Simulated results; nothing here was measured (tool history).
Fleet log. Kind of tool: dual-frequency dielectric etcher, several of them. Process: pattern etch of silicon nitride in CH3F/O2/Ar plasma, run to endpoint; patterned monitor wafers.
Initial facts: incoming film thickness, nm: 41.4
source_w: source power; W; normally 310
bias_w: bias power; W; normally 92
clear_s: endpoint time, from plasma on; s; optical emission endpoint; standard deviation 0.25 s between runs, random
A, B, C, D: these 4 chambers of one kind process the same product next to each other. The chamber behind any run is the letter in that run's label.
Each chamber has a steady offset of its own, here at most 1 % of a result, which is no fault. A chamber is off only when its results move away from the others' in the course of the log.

run	hour	source_w	bias_w	hours since the last wet clean	hours since the last source power generator calibration	hours since the last bias power generator calibration	clear_s
1B	10.2	310	92	285.4	698.9	281.5	59.866
2A	23.2	310	92	464.7	1354	1961.7	61.222
3C	30.9	310	92	323.7	879.8	4311.6	59.731
4D	39.5	310	92	441.6	763.4	2372	60.987
5D	49.3	310	92	451.4	773.2	2381.8	60.723
6B	64.4	280	92	339.6	753.1	335.7	62.172
7C	76.9	280	92	369.7	925.8	4357.6	62.379
8A	86.3	280	92	527.8	1417.1	2024.8	63.494
9C	101.3	280	92	394.1	950.2	4382	61.935
10D	107.9	280	92	510	831.8	2440.4	63.372
# hour 115.4: chamber C: wet clean of the chamber
11A	118.5	280	92	560	1449.3	2057	63.304
12B	125.5	280	92	400.7	814.2	396.8	62.315
13D	135.1	280	92	537.2	859	2467.6	63.116
14B	148.1	280	73	423.3	836.8	419.4	67.682
# hour 158.6: chamber A: wet clean of the chamber
15A	162.9	280	73	4.3	1493.7	2101.4	69.309
16C	178.3	280	73	62.9	1027.2	4459	67.408
17D	193.4	280	73	595.5	917.3	2525.9	68.188
18A	208.6	310	92	50	1539.4	2147.1	61.323
19B	220.6	310	70	495.8	909.3	491.9	66.34
20C	235.2	310	70	119.8	1084.1	4515.9	65.554
21D	249.2	310	70	651.3	973.1	2581.7	66.161
22C	261	310	70	145.6	1109.9	4541.7	66.02
23B	269.3	310	92	544.5	958	540.6	60.138
24A	279.3	310	92	120.7	1610.1	2217.8	60.739
25A	291.5	310	92	132.9	1622.3	2230	61.048
26C	304.6	310	92	189.2	1153.5	4585.3	60.338
27D	314.6	310	92	716.7	1038.5	2647.1	59.663
28B	329.6	310	92	604.8	1018.3	600.9	59.753
29B	340.1	310	92	615.3	1028.8	611.4	59.639
30D	352.3	360	92	754.4	1076.2	2684.8	55.984
31A	365.9	360	92	207.3	1696.7	2304.4	57.934
# hour 368.2: chamber B: wet clean of the chamber
32C	376.1	360	92	260.7	1225	4656.8	56.83
33C	390.3	360	92	274.9	1239.2	4671	57.074
34B	404.3	310	92	36.1	1093	675.6	60.348
35A	412.9	270	85	254.3	1743.7	2351.4	66.053
36D	421.7	270	85	823.8	1145.6	2754.2	63.969
37A	435.9	270	85	277.3	1766.7	2374.4	66.035
38D	446.8	270	85	848.9	1170.7	2779.3	63.237

One chamber off, gauge drift, or nothing amiss beyond the chambers' own small offsets? If it is a chamber, which one, and what is the likeliest cause?

One chamber, D, drifts off from the rest bit by bit.
What lies behind it: etch rate over this chamber's usual, % = 3.88.

Chamber D could run next with any of the 4 candidate recipes listed below; each alters the usual settings, and their results appear as question marks. Which one brings its results back in line with what the other chambers deliver on the usual settings?
In-line tolerance around the mean of the other chambers on the usual settings: clear_s 0.89 s
39D-1	457.8	300	88				?
39D-2	457.8	280	85				?
39D-3	457.8	370	92				?
39D-4	457.8	310	100				?

Average result of the remaining chambers running the usual settings: clear_s 60.328 s
run	clear_s
39D-1	60.32
39D-2	62.704
39D-3	54.831
39D-4	56.829
Change 39D-1 lands the chamber within the allowed miss of the other chambers.

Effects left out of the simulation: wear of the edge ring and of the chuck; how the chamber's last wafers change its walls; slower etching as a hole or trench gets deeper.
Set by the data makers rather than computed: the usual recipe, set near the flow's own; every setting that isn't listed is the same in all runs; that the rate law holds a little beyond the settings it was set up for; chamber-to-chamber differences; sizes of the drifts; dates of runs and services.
